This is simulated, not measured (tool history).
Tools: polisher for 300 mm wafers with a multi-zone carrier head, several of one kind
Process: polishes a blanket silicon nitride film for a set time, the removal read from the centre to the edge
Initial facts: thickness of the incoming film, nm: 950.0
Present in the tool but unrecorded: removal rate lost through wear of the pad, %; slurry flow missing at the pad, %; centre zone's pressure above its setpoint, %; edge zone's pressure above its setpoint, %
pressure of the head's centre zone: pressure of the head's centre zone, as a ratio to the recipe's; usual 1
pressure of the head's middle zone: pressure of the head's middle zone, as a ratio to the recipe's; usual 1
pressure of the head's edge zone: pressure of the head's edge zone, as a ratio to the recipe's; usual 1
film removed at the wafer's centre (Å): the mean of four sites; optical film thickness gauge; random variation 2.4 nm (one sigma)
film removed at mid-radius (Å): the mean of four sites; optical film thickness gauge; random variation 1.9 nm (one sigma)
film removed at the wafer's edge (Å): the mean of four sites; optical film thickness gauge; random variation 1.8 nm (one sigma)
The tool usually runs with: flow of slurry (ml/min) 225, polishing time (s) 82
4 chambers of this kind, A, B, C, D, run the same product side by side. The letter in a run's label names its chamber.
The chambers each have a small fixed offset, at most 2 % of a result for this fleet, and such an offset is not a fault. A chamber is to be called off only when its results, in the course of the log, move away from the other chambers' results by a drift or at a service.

run   hour  flow of slurry (ml/min)  pressure of the head's centre zone  pressure of the head's middle zone  pressure of the head's edge zone  polishing time (s)  wafers polished on this pad  hours since the slurry nozzle was cleaned  hours since the centre zone pressure was calibrated  hours since the edge zone pressure was calibrated  film removed at the wafer's centre (Å)  film removed at mid-radius (Å)  film removed at the wafer's edge (Å)
 1B      7                      225                                   1                                   1                                 1                  82                          281                                      629.5                                                 55.9                                              342.1                                  2080.4                          2091.2                                2126.2
 2D   13.6                      225                                   1                                   1                                 1                  82                          156                                      503.5                                                878.1                                              365.9                                  2134.6                            2113                                2079.2
      16.4  -- chamber D: centre zone pressure recalibrated
 3C   20.6                      225                                   1                                   1                                 1                  82                          406                                      306.5                                                200.9                                               59.5                                  2106.1                          2081.8                                2076.2
 4A   26.4                      225                                   1                                   1                                 1                  82                          490                                       96.9                                                313.8                                              258.3                                  2153.7                          2066.4                                2127.3
 5B   31.6                      225                                   1                                   1                                 1                  82                          550                                      654.1                                                 80.5                                              366.7                                  2135.7                          2119.5                                2084.7
      41.1  -- chamber C: slurry nozzle cleaned
 6C   41.8                      225                                   1                                   1                                 1                  82                          638                                        0.8                                                222.1                                               80.7                                  2070.9                          2063.9                                2101.1
 7A   49.4                      225                                   1                                   1                                 1                  82                          741                                      119.9                                                336.8                                              281.3                                    2123                          2078.4                                2077.9
      50.2  -- chamber C: worn pad replaced by a new one
 8D   55.7                      225                                   1                                   1                                 1                  98                          615                                      545.6                                                 39.4                                                408                                  2546.3                          2543.6                                2531.7
      59.1  -- chamber A: worn pad replaced by a new one
 9D   61.9                      225                                   1                                   1                                 1                  98                          683                                      551.8                                                 45.6                                              414.2                                    2520                            2550                                2545.7
10B   67.1                      225                                   1                                   1                                 1                  98                          937                                      689.6                                                  116                                              402.2                                  2530.1                          2532.2                                  2586
      74.3  -- chamber D: worn pad replaced by a new one
      76.3  -- chamber B: slurry nozzle cleaned
11C   77.3                      225                                   1                                   1                                 1                  98                          296                                       36.3                                                257.6                                              116.2                                  2512.8                          2491.1                                2509.4
12A   84.1                      225                                   1                                   1                                 1                  82                          273                                      154.6                                                371.5                                                316                                  2157.8                          2085.5                                2107.9
13B   91.1                      225                                   1                                   1                                 1                  82                         1199                                       14.8                                                  140                                              426.2                                  2123.9                          2080.6                                2090.3
14D   96.6                      225                                   1                                   1                                 1                  82                          244                                      586.5                                                 80.3                                              448.9                                  2074.8                          2101.8                                2131.4
       102  -- chamber C: worn pad replaced by a new one
15C  103.3                      225                                   1                                   1                                 1                  82                           15                                       62.3                                                283.6                                              142.2                                  2091.9                          2114.3                                2128.4
16A  112.1                      225                                   1                                   1                                 1                  82                          579                                      182.6                                                399.5                                                344                                  2092.8                          2092.5                                2087.5
17A  117.1                      225                                   1                                   1                                 1                  82                          634                                      187.6                                                404.5                                                349                                  2138.8                          2103.5                                2088.1
18B  126.5                      225                                   1                                   1                                 1                  82                         1586                                       50.2                                                175.4                                              461.6                                  2088.4                          2068.6                                2090.6
19D  133.3                      225                                   1                                   1                                 1                  82                          644                                      623.2                                                  117                                              485.6                                  2109.5                          2126.2                                2124.1
     135.5  -- chamber A: worn pad replaced by a new one
20C  139.2                      225                                1.11                                   1                                 1                  82                          406                                       98.2                                                319.5                                              178.1                                    2396                          2130.6                                2084.8
     146.8  -- chamber D: worn pad replaced by a new one
21C  147.1                      225                                1.11                                   1                                 1                  82                          493                                      106.1                                                327.4                                                186                                  2319.5                            2106                                2114.9
     153.5  -- chamber C: worn pad replaced by a new one
22D  154.4                      225                                1.11                                   1                                 1                  82                           83                                      644.3                                                138.1                                              506.7                                  2424.9                          2118.9                                2146.4
     164.7  -- chamber A: slurry nozzle cleaned
23A  165.5                      225                                1.11                                   1                                 1                  82                          328                                        0.8                                                452.9                                              397.4                                  2370.5                          2105.2                                2084.7
     171.9  -- chamber D: slurry nozzle cleaned
24B  173.1                      225                                   1                                   1                                 1                  82                         2094                                       96.8                                                  222                                              508.2                                  2002.8                          2023.9                                2010.4
25D  182.1                      225                                   1                                   1                                 1                  82                          385                                       10.3                                                165.8                                              534.4                                  2144.2                            2134                                2109.9
26C  189.5                      225                                   1                                   1                                 1                  82                          393                                      148.5                                                369.8                                              228.4                                  2054.8                            2071                                2076.5
27A  196.8                      225                                   1                                   1                                 1                  82                          669                                       32.1                                                484.2                                              428.7                                  2164.7                          2047.5                                2076.9
     201.8  -- chamber A: worn pad replaced by a new one
28B  202.8                      225                                   1                                   1                                 1                  82                         2418                                      126.5                                                251.7                                              537.9                                  1980.3                            1970                                1987.8
     206.9  -- chamber C: worn pad replaced by a new one
29B  210.7                      225                                   1                                   1                                 1                  82                         2504                                      134.4                                                259.6                                              545.8                                  2007.3                          1950.5                                2015.5
30C  217.3                      225                                   1                                   1                                 1                  82                          113                                      176.3                                                397.6                                              256.2                                  2092.4                          2115.4                                2081.6
31A  225.2                      225                                   1                                   1                                 1                  82                          256                                       60.5                                                512.6                                              457.1                                  2093.8                          2095.2                                2122.9

Has any chamber moved away from the others, gradually or after a service, or does the common gauge drift, or do the chambers differ only by their own small steady offsets? State the chamber and the most likely cause if one applies.

It is chamber B that slowly wanders off from its peers.
Cause: removal rate lost through wear of the pad, % = 7.16.
Not necessarily distinguishable in this log from: slurry flow missing at the pad, %.

Below are 4 candidate recipes for chamber B's next run, each the usual settings with a change, their results shown as question marks. Which of them brings B's results back in line with what the other chambers give on the usual settings?
Allowed miss from the other chambers' usual-settings mean, per result, to count as in line: film removed at the wafer's centre (Å) 85; film removed at mid-radius (Å) 67; film removed at the wafer's edge (Å) 63
32B-1  233.3                      230                                1.01                                1.01                                 1                  93                                                                                                                                                                                                                       ?                               ?                                     ?
32B-2  233.3                      225                                0.99                                   1                                 1                  76                                                                                                                                                                                                                       ?                               ?                                     ?
32B-3  233.3                      225                                1.01                                   1                                 1                  88                                                                                                                                                                                                                       ?                               ?                                     ?
32B-4  233.3                      220                                0.98                                   1                                 1                  72                                                                                                                                                                                                                       ?                               ?                                     ?

Other chambers, usual settings, mean: film removed at the wafer's centre (Å) 2122.8; film removed at mid-radius (Å) 2100.1; film removed at the wafer's edge (Å) 2110.1
  run  film removed at the wafer's centre (Å)  film removed at mid-radius (Å)  film removed at the wafer's edge (Å)
32B-1                                  2254.8                          2251.8                                  2234
32B-2                                  1796.4                          1818.6                                  1822
32B-3                                  2126.7                          2105.5                                2109.6
32B-4                                  1677.2                          1717.8                                1722.2
32B-3 puts the chamber back in line with the other chambers.
